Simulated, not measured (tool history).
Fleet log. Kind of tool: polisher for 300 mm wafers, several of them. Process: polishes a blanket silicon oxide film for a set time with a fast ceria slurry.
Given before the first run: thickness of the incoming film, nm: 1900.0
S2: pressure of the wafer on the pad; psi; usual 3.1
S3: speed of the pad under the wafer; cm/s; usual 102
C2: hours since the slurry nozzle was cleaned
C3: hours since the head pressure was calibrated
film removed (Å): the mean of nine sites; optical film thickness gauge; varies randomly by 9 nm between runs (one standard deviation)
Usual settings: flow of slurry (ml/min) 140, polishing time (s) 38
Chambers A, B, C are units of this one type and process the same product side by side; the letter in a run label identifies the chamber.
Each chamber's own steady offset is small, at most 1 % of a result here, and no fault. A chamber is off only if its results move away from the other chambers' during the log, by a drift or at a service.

Run 1C, hour 8.4: usual settings; wafers polished on this pad 419; C2 362.9; C3 132.1. Result: film removed (Å) 6559.9.
Run 2B, hour 15.9: usual settings; wafers polished on this pad 278; C2 445.3; C3 146.2. Result: film removed (Å) 6589.6.
At hour 18.9: chamber A: slurry nozzle cleaned.
Run 3A, hour 23.2: usual settings; wafers polished on this pad 501; C2 4.4; C3 789.3. Result: film removed (Å) 6537.4.
Run 4C, hour 29.3: usual settings; wafers polished on this pad 782; C2 383.8; C3 153. Result: film removed (Å) 6462.1.
At hour 34.5: chamber A: worn pad replaced by a new one.
Run 5B, hour 38: usual settings; wafers polished on this pad 662; C2 467.4; C3 168.3. Result: film removed (Å) 6433.
Run 6A, hour 46.5: usual settings; wafers polished on this pad 209; C2 27.7; C3 812.6. Result: film removed (Å) 6529.4.
Run 7B, hour 56.5: usual settings; wafers polished on this pad 984; C2 485.9; C3 186.8. Result: film removed (Å) 6660.
Run 8A, hour 60.9: usual settings; wafers polished on this pad 460; C2 42.1; C3 827. Result: film removed (Å) 6377.9.
Run 9C, hour 66.7: usual settings but S3 136 cm/s; wafers polished on this pad 1432; C2 421.2; C3 190.4. Result: film removed (Å) 8786.8.
At hour 67: chamber B: worn pad replaced by a new one.
Run 10C, hour 72.4: usual settings but S3 136 cm/s; wafers polished on this pad 1532; C2 426.9; C3 196.1. Result: film removed (Å) 8522.2.
Run 11A, hour 77.7: usual settings but S3 136 cm/s; wafers polished on this pad 752; C2 58.9; C3 843.8. Result: film removed (Å) 8859.7.
At hour 79.2: chamber A: worn pad replaced by a new one.
Run 12B, hour 87.1: usual settings but flow of slurry (ml/min) 90, S2 2.1 psi; wafers polished on this pad 350; C2 516.5; C3 217.4. Result: film removed (Å) 4005.4.
At hour 89.3: chamber B: slurry nozzle cleaned.
Run 13C, hour 97.1: usual settings but flow of slurry (ml/min) 90, S2 2.1 psi; wafers polished on this pad 1961; C2 451.6; C3 220.8. Result: film removed (Å) 3954.7.
At hour 101.1: chamber A: head pressure recalibrated.
Run 14A, hour 101.8: usual settings but flow of slurry (ml/min) 90, S2 2.1 psi; wafers polished on this pad 393; C2 83; C3 0.8. Result: film removed (Å) 4029.4.
Run 15B, hour 111: usual settings but S3 114 cm/s, polishing time (s) 29; wafers polished on this pad 765; C2 21.8; C3 241.3. Result: film removed (Å) 5605.2.
At hour 118.2: chamber A: worn pad replaced by a new one.
Run 16B, hour 118.7: usual settings but S3 114 cm/s, polishing time (s) 29; wafers polished on this pad 899; C2 29.5; C3 249. Result: film removed (Å) 5615.4.
Run 17A, hour 125.5: usual settings but S3 114 cm/s, polishing time (s) 29; wafers polished on this pad 128; C2 106.7; C3 24.5. Result: film removed (Å) 5665.3.
At hour 129.3: chamber B: worn pad replaced by a new one.
Run 18C, hour 135.4: usual settings; wafers polished on this pad 2627; C2 489.9; C3 259.1. Result: film removed (Å) 6513.7.
Run 19B, hour 142.2: usual settings; wafers polished on this pad 225; C2 53; C3 272.5. Result: film removed (Å) 6692.1.
Run 20C, hour 149.5: usual settings; wafers polished on this pad 2872; C2 504; C3 273.2. Result: film removed (Å) 6240.8.
Run 21A, hour 157.2: usual settings; wafers polished on this pad 679; C2 138.4; C3 56.2. Result: film removed (Å) 6600.9.
At hour 161.7: chamber A: worn pad replaced by a new one.
Run 22B, hour 167: usual settings but S3 136 cm/s, polishing time (s) 27; wafers polished on this pad 656; C2 77.8; C3 297.3. Result: film removed (Å) 6242.1.
Run 23C, hour 174.9: usual settings but S3 136 cm/s, polishing time (s) 27; wafers polished on this pad 3314; C2 529.4; C3 298.6. Result: film removed (Å) 5972.9.
Run 24A, hour 180.5: usual settings but S3 136 cm/s, polishing time (s) 27; wafers polished on this pad 327; C2 161.7; C3 79.5. Result: film removed (Å) 6313.9.
Run 25B, hour 187.6: usual settings; wafers polished on this pad 1014; C2 98.4; C3 317.9. Result: film removed (Å) 6788.5.
Run 26C, hour 197: usual settings but flow of slurry (ml/min) 165; wafers polished on this pad 3698; C2 551.5; C3 320.7. Result: film removed (Å) 6353.3.

Each of the 3 chambers runs these same settings next. Fill in every chamber's results:
Run 27A, hour 204.3: usual settings but flow of slurry (ml/min) 160. Result: film removed (Å) ?.
Run 27B, hour 204.3: usual settings but flow of slurry (ml/min) 160. Result: film removed (Å) ?.
Run 27C, hour 204.3: usual settings but flow of slurry (ml/min) 160. Result: film removed (Å) ?.

run  film removed (Å)
27A            6822.3
27B            6685.2
27C            6272.4

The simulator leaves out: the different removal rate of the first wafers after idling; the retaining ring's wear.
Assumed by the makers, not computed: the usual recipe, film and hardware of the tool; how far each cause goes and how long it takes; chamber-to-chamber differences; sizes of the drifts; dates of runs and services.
